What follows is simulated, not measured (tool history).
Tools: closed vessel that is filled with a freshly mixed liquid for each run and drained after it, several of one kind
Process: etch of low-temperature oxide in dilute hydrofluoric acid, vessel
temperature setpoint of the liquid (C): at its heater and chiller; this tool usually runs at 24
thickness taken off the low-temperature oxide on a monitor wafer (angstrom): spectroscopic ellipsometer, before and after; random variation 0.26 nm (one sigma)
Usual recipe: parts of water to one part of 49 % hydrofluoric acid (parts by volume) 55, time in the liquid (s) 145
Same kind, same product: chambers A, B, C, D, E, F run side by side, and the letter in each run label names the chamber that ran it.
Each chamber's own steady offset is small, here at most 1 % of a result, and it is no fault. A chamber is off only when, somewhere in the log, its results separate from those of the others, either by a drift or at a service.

| run | day | temperature setpoint of the liquid (C) | parts of water to one part of 49 % hydrofluoric acid (parts by volume) | time in the liquid (s) | hours since the thermometer was replaced | hours since the hydrofluoric acid flow meter was replaced | read-back film thickness of the low-temperature oxide reference wafer, read on the same gauge (nm) | thickness taken off the low-temperature oxide on a monitor wafer (angstrom) |
|---|---|---|---|---|---|---|---|---|
| 1E | 0.142 | 24 | 55 | 145 | 789.9 | 695.1 | 80.062 | 399.54 |
| 2C | 0.242 | 24 | 55 | 145 | 204.8 | 443.2 | 80.061 | 407.45 |
| 3F | 0.333 | 24 | 55 | 145 | 410.8 | 1468.3 | 80.003 | 401.22 |
| 4D | 0.417 | 24 | 55 | 145 | 612.3 | 204.1 | 79.982 | 407.44 |
| 5B | 0.558 | 24 | 55 | 145 | 2632.4 | 444.1 | 79.998 | 397.37 |
| 6A | 0.742 | 26 | 55 | 145 | 144.7 | 107.8 | 80.04 | 431.99 |
| 7E | 0.867 | 26 | 55 | 145 | 807.3 | 712.5 | 79.975 | 432.36 |
| 8A | 1.038 | 26 | 55 | 145 | 151.8 | 114.9 | 79.982 | 437.58 |
| 9C | 1.217 | 26 | 55 | 145 | 228.2 | 466.6 | 79.997 | 434.2 |
| 10F | 1.304 | 26 | 55 | 145 | 434.1 | 1491.6 | 80.013 | 432.94 |
| 11D | 1.408 | 26 | 55 | 145 | 636.1 | 227.9 | 79.961 | 442.41 |
| 12B | 1.575 | 24 | 55 | 145 | 2656.8 | 468.5 | 79.943 | 398.06 |
| 13D | 1.754 | 20 | 55 | 225 | 644.4 | 236.2 | 80.029 | 533.36 |
| 14C | 1.908 | 20 | 55 | 225 | 244.8 | 483.2 | 79.984 | 529.44 |
| 15B | 2.079 | 20 | 55 | 225 | 2668.9 | 480.6 | 79.973 | 517.34 |
| 16A | 2.204 | 20 | 55 | 225 | 179.8 | 142.9 | 79.916 | 523.39 |
| 17E | 2.375 | 20 | 55 | 225 | 843.5 | 748.7 | 80.003 | 527.08 |
| 18F | 2.504 | 20 | 55 | 225 | 462.9 | 1520.4 | 80.032 | 529.17 |
| 19E | 2.583 | 24 | 55 | 145 | 848.5 | 753.7 | 79.975 | 395.52 |
| 20F | 2.717 | 24 | 55 | 145 | 468 | 1525.5 | 80.04 | 399.82 |
| 21B | 2.833 | 24 | 55 | 145 | 2687 | 498.7 | 80.002 | 396.72 |
| 22C | 3 | 24 | 55 | 145 | 271 | 509.4 | 80.004 | 401.99 |
| 23A | 3.138 | 24 | 55 | 145 | 202.2 | 165.3 | 79.96 | 403.19 |
| 24D | 3.288 | 24 | 55 | 145 | 681.2 | 273 | 80.04 | 405.91 |
| 25B | 3.375 | 24 | 55 | 145 | 2700 | 511.7 | 79.998 | 398.16 |
| 26F | 3.546 | 24 | 55 | 145 | 487.9 | 1545.4 | 80.023 | 399.96 |
| 27C | 3.658 | 24 | 55 | 145 | 286.8 | 525.2 | 80.047 | 402.09 |
| 28D | 3.762 | 24 | 55 | 145 | 692.6 | 284.4 | 80.015 | 402.37 |
| 29A | 3.858 | 24 | 55 | 145 | 219.5 | 182.6 | 80.077 | 402.13 |
| 30E | 4.004 | 24 | 55 | 145 | 882.6 | 787.8 | 80.006 | 392.15 |
| 31E | 4.158 | 24 | 55 | 145 | 886.3 | 791.5 | 79.978 | 388.73 |
| 32C | 4.254 | 24 | 55 | 145 | 301.1 | 539.5 | 79.997 | 398.2 |
| 33F | 4.346 | 24 | 55 | 145 | 507.1 | 1564.6 | 80.03 | 398.54 |
| 34D | 4.5 | 24 | 55 | 145 | 710.3 | 302.1 | 79.994 | 401.85 |
| 35B | 4.6 | 24 | 55 | 145 | 2729.4 | 541.1 | 80.003 | 399.12 |
| 36A | 4.692 | 24 | 55 | 145 | 239.5 | 202.6 | 79.985 | 399.59 |
| 37A | 4.846 | 24 | 55 | 145 | 243.2 | 206.3 | 80.04 | 398.04 |
| 38F | 5 | 24 | 55 | 145 | 522.8 | 1580.3 | 80.021 | 402.19 |
| 39E | 5.142 | 24 | 55 | 145 | 909.9 | 815.1 | 80.043 | 379.63 |
| 40C | 5.267 | 24 | 55 | 145 | 325.4 | 563.8 | 79.989 | 406.87 |
| 41D | 5.35 | 24 | 55 | 145 | 730.7 | 322.5 | 80.032 | 410.54 |

Predict what each chamber gives when all 6 of them run the settings below next.
| 42A | 5.483 | 24 | 35 | 145 |  |  |  | ? |
| 42B | 5.483 | 24 | 35 | 145 |  |  |  | ? |
| 42C | 5.483 | 24 | 35 | 145 |  |  |  | ? |
| 42D | 5.483 | 24 | 35 | 145 |  |  |  | ? |
| 42E | 5.483 | 24 | 35 | 145 |  |  |  | ? |
| 42F | 5.483 | 24 | 35 | 145 |  |  |  | ? |

| run | thickness taken off the low-temperature oxide on a monitor wafer (angstrom) |
|---|---|
| 42A | 639.53 |
| 42B | 641.01 |
| 42C | 643.26 |
| 42D | 658.49 |
| 42E | 609.04 |
| 42F | 647.48 |
